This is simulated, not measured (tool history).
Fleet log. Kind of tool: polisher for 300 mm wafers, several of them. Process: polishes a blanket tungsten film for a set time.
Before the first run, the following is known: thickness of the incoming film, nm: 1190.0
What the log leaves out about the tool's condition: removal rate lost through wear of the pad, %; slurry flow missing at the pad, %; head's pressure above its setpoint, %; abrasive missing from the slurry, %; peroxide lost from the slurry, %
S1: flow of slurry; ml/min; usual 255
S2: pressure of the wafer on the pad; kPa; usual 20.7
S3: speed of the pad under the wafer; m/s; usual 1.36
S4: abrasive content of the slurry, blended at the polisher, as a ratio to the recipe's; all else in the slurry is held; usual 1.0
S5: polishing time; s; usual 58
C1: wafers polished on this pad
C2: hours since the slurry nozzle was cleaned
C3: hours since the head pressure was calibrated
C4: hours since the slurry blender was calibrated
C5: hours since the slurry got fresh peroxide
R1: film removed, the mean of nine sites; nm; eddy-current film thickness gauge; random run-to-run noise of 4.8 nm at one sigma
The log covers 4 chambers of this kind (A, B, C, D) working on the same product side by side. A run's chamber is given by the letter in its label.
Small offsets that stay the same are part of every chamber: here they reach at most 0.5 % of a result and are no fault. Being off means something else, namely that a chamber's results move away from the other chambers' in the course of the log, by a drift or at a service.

| run | day | S1 | S2 | S3 | S4 | S5 | C1 | C2 | C3 | C4 | C5 | R1 |
|---|---|---|---|---|---|---|---|---|---|---|---|---|
|  | 0.067 | chamber D: slurry tank refilled with fresh slurry and peroxide |
| 1B | 0.462 | 255 | 20.7 | 1.36 | 1.0 | 58 | 456 | 390.7 | 170.8 | 62.5 | 22.0 | 331.62 |
|  | 0.750 | chamber D: worn pad replaced by a new one |
|  | 0.804 | chamber B: slurry nozzle cleaned |
| 2A | 1.021 | 255 | 20.7 | 1.36 | 1.0 | 58 | 517 | 457.1 | 310.4 | 97.3 | 39.1 | 328.62 |
|  | 1.483 | chamber C: worn pad replaced by a new one |
| 3D | 1.679 | 255 | 20.7 | 1.36 | 1.0 | 58 | 289 | 165.8 | 168.9 | 65.4 | 38.8 | 331.18 |
|  | 2.017 | chamber C: slurry blender recalibrated |
| 4C | 2.367 | 255 | 20.7 | 1.36 | 1.0 | 58 | 275 | 91.7 | 515.1 | 8.5 | 78.6 | 329.57 |
|  | 2.433 | chamber B: worn pad replaced by a new one |
|  | 2.596 | chamber A: slurry tank refilled with fresh slurry and peroxide |
| 5D | 3.017 | 255 | 20.7 | 1.36 | 1.0 | 58 | 704 | 197.9 | 201.0 | 97.5 | 70.9 | 323.81 |
|  | 3.079 | chamber B: slurry tank refilled with fresh slurry and peroxide |
|  | 3.304 | chamber A: worn pad replaced by a new one |
| 6A | 3.375 | 255 | 20.7 | 1.36 | 1.0 | 58 | 22 | 513.6 | 366.9 | 153.8 | 18.7 | 324.51 |
|  | 3.512 | chamber A: slurry blender recalibrated |
| 7B | 3.875 | 255 | 20.7 | 1.36 | 1.0 | 58 | 447 | 73.8 | 252.7 | 144.4 | 19.2 | 323.46 |
|  | 3.908 | chamber A: head pressure recalibrated |
|  | 4.221 | chamber D: worn pad replaced by a new one |
| 8C | 4.533 | 255 | 20.7 | 1.36 | 1.0 | 58 | 947 | 143.7 | 567.1 | 60.5 | 130.6 | 314.01 |
|  | 4.925 | chamber B: slurry blender recalibrated |
| 9A | 5.050 | 255 | 15.9 | 1.36 | 1.0 | 58 | 541 | 553.8 | 27.5 | 36.9 | 58.9 | 253.68 |
| 10C | 5.583 | 255 | 15.9 | 1.36 | 1.0 | 58 | 1272 | 168.9 | 592.3 | 85.7 | 155.8 | 245.34 |
|  | 5.933 | chamber C: worn pad replaced by a new one |
|  | 5.958 | chamber B: worn pad replaced by a new one |
| 11B | 6.104 | 255 | 15.9 | 1.36 | 1.0 | 58 | 46 | 127.3 | 306.2 | 28.4 | 72.7 | 248.12 |
|  | 6.138 | chamber A: slurry tank refilled with fresh slurry and peroxide |
|  | 6.354 | chamber D: slurry tank refilled with fresh slurry and peroxide |
| 12D | 6.742 | 255 | 15.9 | 1.36 | 1.0 | 58 | 782 | 287.3 | 290.4 | 186.9 | 9.4 | 251.21 |
|  | 7.100 | chamber D: slurry blender recalibrated |
| 13D | 7.188 | 255 | 20.7 | 1.36 | 1.0 | 58 | 920 | 298.0 | 301.1 | 2.2 | 20.1 | 325.21 |
|  | 7.212 | chamber B: slurry tank refilled with fresh slurry and peroxide |
|  | 7.354 | chamber B: head pressure recalibrated |
|  | 7.458 | chamber A: worn pad replaced by a new one |
|  | 7.650 | chamber C: head pressure recalibrated |
| 14A | 7.779 | 255 | 20.7 | 1.36 | 1.0 | 58 | 100 | 619.3 | 93.0 | 102.4 | 39.4 | 324.33 |
|  | 8.212 | chamber D: worn pad replaced by a new one |
| 15B | 8.350 | 255 | 20.7 | 1.36 | 1.0 | 58 | 743 | 181.2 | 23.9 | 82.3 | 27.3 | 328.90 |
| 16C | 8.688 | 255 | 20.7 | 1.36 | 1.0 | 58 | 854 | 243.4 | 24.9 | 160.2 | 230.3 | 309.87 |
| 17A | 9.117 | 255 | 20.7 | 1.36 | 1.0 | 58 | 515 | 651.4 | 125.1 | 134.5 | 71.5 | 329.12 |
| 18B | 9.754 | 255 | 20.7 | 1.36 | 1.0 | 58 | 1178 | 214.9 | 57.6 | 116.0 | 61.0 | 321.92 |
|  | 10.221 | chamber B: worn pad replaced by a new one |
|  | 10.258 | chamber A: slurry tank refilled with fresh slurry and peroxide |
|  | 10.275 | chamber B: slurry blender recalibrated |
| 19D | 10.346 | 255 | 20.7 | 1.36 | 1.0 | 58 | 662 | 373.8 | 376.9 | 78.0 | 95.9 | 324.82 |
|  | 10.842 | chamber B: slurry tank refilled with fresh slurry and peroxide |
|  | 10.854 | chamber A: worn pad replaced by a new one |
| 20C | 10.933 | 255 | 20.7 | 1.36 | 1.0 | 58 | 1551 | 297.3 | 78.8 | 214.1 | 284.2 | 304.31 |
|  | 10.938 | chamber C: worn pad replaced by a new one |
|  | 11.217 | chamber A: slurry blender recalibrated |
| 21B | 11.488 | 255 | 20.7 | 1.36 | 1.0 | 58 | 393 | 256.5 | 99.2 | 29.1 | 15.5 | 324.42 |
|  | 11.654 | chamber D: worn pad replaced by a new one |
| 22D | 11.871 | 255 | 20.7 | 1.36 | 1.0 | 58 | 68 | 410.4 | 413.5 | 114.6 | 132.5 | 328.80 |
|  | 11.892 | chamber A: slurry nozzle cleaned |
| 23C | 12.379 | 255 | 20.7 | 1.36 | 1.0 | 58 | 447 | 332.0 | 113.5 | 248.8 | 318.9 | 301.20 |
| 24A | 13.054 | 255 | 20.7 | 1.36 | 1.0 | 58 | 682 | 27.9 | 219.6 | 44.2 | 67.2 | 334.11 |
|  | 13.550 | chamber D: slurry tank refilled with fresh slurry and peroxide |
| 25A | 13.550 | 255 | 20.7 | 1.36 | 1.0 | 58 | 836 | 39.8 | 231.5 | 56.1 | 79.1 | 324.60 |
|  | 13.700 | chamber B: worn pad replaced by a new one |
|  | 13.708 | chamber A: slurry tank refilled with fresh slurry and peroxide |
|  | 13.775 | chamber D: slurry nozzle cleaned |
| 26B | 14.058 | 255 | 20.7 | 1.36 | 1.0 | 58 | 112 | 318.2 | 160.9 | 90.8 | 77.2 | 328.83 |
|  | 14.367 | chamber A: worn pad replaced by a new one |
|  | 14.508 | chamber B: slurry tank refilled with fresh slurry and peroxide |
| 27D | 14.688 | 255 | 20.7 | 1.36 | 1.0 | 58 | 942 | 22.0 | 481.1 | 182.2 | 27.3 | 321.40 |
|  | 14.896 | chamber D: worn pad replaced by a new one |
| 28C | 15.146 | 255 | 20.7 | 1.36 | 1.0 | 58 | 1305 | 398.4 | 179.9 | 315.2 | 385.3 | 290.55 |
|  | 15.438 | chamber D: slurry blender recalibrated |
|  | 15.525 | chamber B: slurry blender recalibrated |
|  | 15.671 | chamber D: head pressure recalibrated |
| 29A | 15.767 | 255 | 20.7 | 1.36 | 1.0 | 58 | 435 | 93.0 | 284.7 | 109.3 | 49.4 | 328.73 |
|  | 15.992 | chamber C: slurry blender recalibrated |
| 30C | 16.158 | 255 | 20.7 | 1.36 | 1.0 | 58 | 1619 | 422.7 | 204.2 | 4.0 | 409.6 | 290.49 |
|  | 16.200 | chamber C: worn pad replaced by a new one |
| 31B | 16.492 | 255 | 20.7 | 1.36 | 1.0 | 58 | 867 | 376.6 | 219.3 | 23.2 | 47.6 | 336.85 |
| 32D | 17.067 | 255 | 20.7 | 1.36 | 1.0 | 58 | 674 | 79.1 | 33.6 | 39.2 | 84.4 | 326.45 |
|  | 17.192 | chamber B: worn pad replaced by a new one |
| 33C | 17.421 | 255 | 20.7 | 1.36 | 1.0 | 58 | 378 | 453.0 | 234.5 | 34.3 | 439.9 | 284.63 |
|  | 17.783 | chamber B: slurry nozzle cleaned |
|  | 17.854 | chamber A: slurry tank refilled with fresh slurry and peroxide |
| 34B | 17.933 | 195 | 20.7 | 1.36 | 0.8 | 58 | 230 | 3.6 | 253.9 | 57.8 | 82.2 | 306.48 |
|  | 18.096 | chamber A: worn pad replaced by a new one |
| 35A | 18.300 | 195 | 20.7 | 1.36 | 0.8 | 58 | 63 | 153.8 | 345.5 | 170.1 | 10.7 | 295.99 |

Does one chamber stand apart from the rest, does the shared gauge drift, or is all well apart from small per-chamber offsets? Give the chamber and the most likely cause, where there is one.

One chamber, C, drifts off from the rest bit by bit.
Most likely cause: peroxide lost from the slurry, % = 30.5.

Here are 4 candidates for chamber C's next run, each the usual settings with a change, their results left as question marks. Which one brings its results back in line with what the others give on the usual settings?
In-line tolerance around the mean of the other chambers on the usual settings: R1 17.00 nm
| 36C-1 | 18.796 | 255 | 20.7 | 1.46 | 1.0 | 62 |  |  |  |  |  | ? |
| 36C-2 | 18.796 | 250 | 20.7 | 1.16 | 1.0 | 58 |  |  |  |  |  | ? |
| 36C-3 | 18.796 | 255 | 19.3 | 1.24 | 1.0 | 53 |  |  |  |  |  | ? |
| 36C-4 | 18.796 | 255 | 22.1 | 1.48 | 1.0 | 63 |  |  |  |  |  | ? |

Average result of the remaining chambers running the usual settings: R1 327.34 nm
| run | R1 |
|---|---|
| 36C-1 | 323.45 |
| 36C-2 | 240.78 |
| 36C-3 | 219.49 |
| 36C-4 | 355.65 |
With 36C-1, the chamber falls back in line with the rest.
